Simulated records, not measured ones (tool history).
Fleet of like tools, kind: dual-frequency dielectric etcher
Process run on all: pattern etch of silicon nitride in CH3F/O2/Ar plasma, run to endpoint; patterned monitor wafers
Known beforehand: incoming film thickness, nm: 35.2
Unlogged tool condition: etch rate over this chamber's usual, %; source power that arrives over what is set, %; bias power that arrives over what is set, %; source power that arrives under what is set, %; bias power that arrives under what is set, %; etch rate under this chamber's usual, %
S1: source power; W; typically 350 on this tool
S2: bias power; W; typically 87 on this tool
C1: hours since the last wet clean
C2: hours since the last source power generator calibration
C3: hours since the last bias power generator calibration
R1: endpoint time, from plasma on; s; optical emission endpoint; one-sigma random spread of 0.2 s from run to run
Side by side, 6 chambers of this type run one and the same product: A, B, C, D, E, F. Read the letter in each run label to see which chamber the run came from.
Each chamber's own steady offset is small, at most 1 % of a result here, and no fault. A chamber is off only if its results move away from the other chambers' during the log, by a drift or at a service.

| run | hour | S1 | S2 | C1 | C2 | C3 | R1 |
|---|---|---|---|---|---|---|---|
| 1C | 4.9 | 350 | 87 | 296.5 | 413.9 | 1199.5 | 50.302 |
| 2E | 7.8 | 350 | 87 | 80.0 | 3127.6 | 2020.1 | 49.782 |
| 3F | 11.8 | 350 | 87 | 476.8 | 1187.6 | 2356.9 | 50.039 |
| 4B | 16.9 | 350 | 87 | 180.2 | 3314.5 | 1362.7 | 50.061 |
| 5D | 20.1 | 350 | 87 | 138.1 | 4628.8 | 2821.0 | 49.768 |
| 6A | 25.5 | 270 | 87 | 45.0 | 1371.7 | 2679.3 | 54.735 |
| 7F | 30.0 | 270 | 87 | 495.0 | 1205.8 | 2375.1 | 55.046 |
| 8D | 33.0 | 270 | 87 | 151.0 | 4641.7 | 2833.9 | 55.352 |
| 9E | 37.1 | 270 | 87 | 109.3 | 3156.9 | 2049.4 | 54.909 |
| 10A | 40.3 | 270 | 87 | 59.8 | 1386.5 | 2694.1 | 55.016 |
| 11B | 44.0 | 270 | 87 | 207.3 | 3341.6 | 1389.8 | 54.614 |
| 12C | 46.9 | 350 | 87 | 338.5 | 455.9 | 1241.5 | 50.019 |
| 13F | 49.3 | 350 | 87 | 514.3 | 1225.1 | 2394.4 | 49.934 |
| 14D | 54.3 | 350 | 87 | 172.3 | 4663.0 | 2855.2 | 50.632 |
| 15A | 59.6 | 350 | 70 | 79.1 | 1405.8 | 2713.4 | 53.663 |
|  | 64.2 | chamber F: wet clean of the chamber |
| 16C | 64.8 | 350 | 70 | 356.4 | 473.8 | 1259.4 | 53.767 |
| 17E | 69.0 | 350 | 70 | 141.2 | 3188.8 | 2081.3 | 53.726 |
| 18B | 73.2 | 350 | 70 | 236.5 | 3370.8 | 1419.0 | 53.178 |
| 19B | 76.9 | 350 | 70 | 240.2 | 3374.5 | 1422.7 | 53.775 |
| 20A | 79.3 | 350 | 70 | 98.8 | 1425.5 | 2733.1 | 53.714 |
| 21C | 84.4 | 350 | 87 | 376.0 | 493.4 | 1279.0 | 49.049 |
| 22D | 87.5 | 350 | 87 | 205.5 | 4696.2 | 2888.4 | 50.132 |
| 23F | 90.6 | 350 | 87 | 26.5 | 1266.4 | 2435.7 | 50.109 |
| 24E | 95.8 | 410 | 87 | 168.0 | 3215.6 | 2108.1 | 46.809 |
| 25A | 101.2 | 410 | 87 | 120.7 | 1447.4 | 2755.0 | 46.836 |
| 26B | 104.6 | 410 | 87 | 267.9 | 3402.2 | 1450.4 | 46.957 |
| 27F | 108.2 | 410 | 87 | 44.1 | 1284.0 | 2453.3 | 47.027 |
| 28E | 110.9 | 410 | 87 | 183.1 | 3230.7 | 2123.2 | 47.157 |
| 29D | 113.8 | 410 | 87 | 231.8 | 4722.5 | 2914.7 | 47.603 |
|  | 116.7 | chamber D: source power generator calibrated |
| 30C | 117.3 | 350 | 71 | 408.9 | 526.3 | 1311.9 | 51.905 |
| 31C | 121.9 | 350 | 71 | 413.5 | 530.9 | 1316.5 | 51.914 |
| 32F | 124.7 | 350 | 71 | 60.6 | 1300.5 | 2469.8 | 54.026 |
| 33A | 127.6 | 350 | 71 | 147.1 | 1473.8 | 2781.4 | 53.054 |
| 34B | 132.6 | 350 | 71 | 295.9 | 3430.2 | 1478.4 | 53.034 |
| 35D | 137.3 | 350 | 71 | 255.3 | 20.7 | 2938.2 | 53.919 |
| 36E | 141.3 | 350 | 87 | 213.5 | 3261.1 | 2153.6 | 50.008 |
| 37B | 144.0 | 350 | 87 | 307.3 | 3441.6 | 1489.8 | 49.730 |
| 38D | 146.3 | 350 | 87 | 264.3 | 29.7 | 2947.2 | 50.046 |
| 39F | 150.6 | 350 | 87 | 86.5 | 1326.4 | 2495.7 | 50.070 |
| 40E | 153.7 | 350 | 87 | 225.9 | 3273.5 | 2166.0 | 50.254 |

For the next run the whole fleet of 6 chambers uses the same settings. Give each chamber's results:
| 41A | 157.6 | 350 | 87 |  |  |  | ? |
| 41B | 157.6 | 350 | 87 |  |  |  | ? |
| 41C | 157.6 | 350 | 87 |  |  |  | ? |
| 41D | 157.6 | 350 | 87 |  |  |  | ? |
| 41E | 157.6 | 350 | 87 |  |  |  | ? |
| 41F | 157.6 | 350 | 87 |  |  |  | ? |

| run | R1 |
|---|---|
| 41A | 49.880 |
| 41B | 49.742 |
| 41C | 48.027 |
| 41D | 50.303 |
| 41E | 49.737 |
| 41F | 50.054 |

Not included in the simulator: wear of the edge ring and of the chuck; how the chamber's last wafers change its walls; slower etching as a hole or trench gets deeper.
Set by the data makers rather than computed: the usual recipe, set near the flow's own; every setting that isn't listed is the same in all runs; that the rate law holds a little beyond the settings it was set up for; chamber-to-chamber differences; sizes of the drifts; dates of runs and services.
